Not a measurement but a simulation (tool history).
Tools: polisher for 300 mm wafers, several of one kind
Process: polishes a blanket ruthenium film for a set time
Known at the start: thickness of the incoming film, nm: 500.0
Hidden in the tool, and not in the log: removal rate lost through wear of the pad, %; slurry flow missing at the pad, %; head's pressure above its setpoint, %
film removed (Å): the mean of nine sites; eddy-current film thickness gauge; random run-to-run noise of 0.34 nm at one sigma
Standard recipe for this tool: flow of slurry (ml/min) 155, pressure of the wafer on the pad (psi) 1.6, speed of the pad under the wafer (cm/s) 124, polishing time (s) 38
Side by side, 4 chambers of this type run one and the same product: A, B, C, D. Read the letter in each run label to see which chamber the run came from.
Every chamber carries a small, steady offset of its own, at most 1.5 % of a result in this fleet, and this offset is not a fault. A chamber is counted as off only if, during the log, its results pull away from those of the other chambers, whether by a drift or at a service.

run	hour	flow of slurry (ml/min)	pressure of the wafer on the pad (psi)	speed of the pad under the wafer (cm/s)	polishing time (s)	wafers polished on this pad	hours since the slurry nozzle was cleaned	hours since the head pressure was calibrated	film removed (Å)
1B	3.2	155	1.6	124	38	1175	710.1	700	413.94
2A	9.4	155	1.6	124	38	226	30	417.1	424.27
# hour 10.1: chamber B: worn pad replaced by a new one
# hour 15.2: chamber D: worn pad replaced by a new one
3C	15.2	155	1.6	124	38	1100	359.3	659.6	416.98
# hour 15.6: chamber B: slurry nozzle cleaned
4D	20	155	1.6	124	38	64	389.9	589.7	420.49
5C	24.9	155	1.6	124	38	1227	369	669.3	417.51
6D	30.4	155	1.6	124	38	200	400.3	600.1	418.94
7A	33.7	115	1.6	124	42	544	54.3	441.4	439.76
# hour 34.1: chamber C: slurry nozzle cleaned
8B	40.5	115	1.6	124	42	398	25	737.3	439.16
# hour 41.9: chamber A: worn pad replaced by a new one
9B	44.2	115	1.6	124	42	446	28.7	741	440.04
10A	49.3	115	1.6	124	42	97	69.9	457	444.82
11D	54	155	1.6	124	38	508	423.9	623.7	425.13
# hour 55.7: chamber D: slurry nozzle cleaned
12C	58.1	155	1.6	124	38	1662	24.1	702.5	411.09
13D	61.8	155	2	124	38	610	6.2	631.5	521.92
14B	68	155	2	124	38	757	52.5	764.8	521.25
15C	73.7	155	2	124	38	1866	39.7	718.1	510.83
16A	78.8	155	2	124	38	483	99.4	486.5	523.52
# hour 83.8: chamber A: worn pad replaced by a new one
17D	85.1	155	1.6	124	38	915	29.5	654.8	423.36
18A	89.5	155	1.6	124	46	74	110.1	497.2	511.41
19B	95	155	1.6	124	46	1111	79.5	791.8	507.75
20C	101.2	155	1.6	124	46	2225	67.2	745.6	495.4
21D	105.1	155	1.6	124	46	1177	49.5	674.8	497.72
# hour 111.6: chamber D: worn pad replaced by a new one
22A	111.7	155	1.6	124	38	365	132.3	519.4	424.99
# hour 114.3: chamber B: worn pad replaced by a new one
23B	118.1	155	1.6	124	38	50	102.6	814.9	423.96
24C	125.2	155	1.6	124	38	2539	91.2	769.6	411.68
25A	129.3	155	1.6	124	38	595	149.9	537	415.63
# hour 131.4: chamber A: worn pad replaced by a new one
26D	133.2	155	1.6	124	38	283	77.6	702.9	413.54
27C	138.3	205	1.6	124	38	2711	104.3	782.7	415.49
28B	141.6	205	1.6	124	38	357	126.1	838.4	436.98
29C	145.8	205	1.6	124	38	2809	111.8	790.2	423.41
30D	150.5	205	1.6	124	38	509	94.9	720.2	432.78
# hour 153.4: chamber A: head pressure recalibrated
31A	156.9	155	1.6	124	38	334	177.5	3.5	430.05
32B	161.3	155	1.6	124	38	615	145.8	858.1	416.61
33A	165.3	200	1.6	124	38	444	185.9	11.9	438.09
34B	170	200	1.6	124	38	729	154.5	866.8	432.03
# hour 172.9: chamber A: worn pad replaced by a new one
35C	175.1	200	1.6	124	38	3192	141.1	819.5	411.77
36D	179.9	200	1.6	124	38	894	124.3	749.6	436.4
37D	187	155	1.6	124	38	987	131.4	756.7	416.99
38A	191.7	155	1.6	124	38	246	212.3	38.3	415.11
39C	196.5	155	1.6	124	38	3472	162.5	840.9	393.07
40B	199.8	155	1.6	124	38	1119	184.3	896.6	423.55
41C	206.8	155	1.6	124	38	3607	172.8	851.2	395.04
42B	210.8	155	1.6	124	38	1262	195.3	907.6	410.53
43A	215.7	155	1.6	124	38	560	236.3	62.3	421.75

All 4 chambers run these settings next. Forecast each chamber's results:
44A	220.8	155	1.6	124	38				?
44B	220.8	155	1.6	124	38				?
44C	220.8	155	1.6	124	38				?
44D	220.8	155	1.6	124	38				?

run	film removed (Å)
44A	417.19
44B	419.88
44C	392.04
44D	416.38
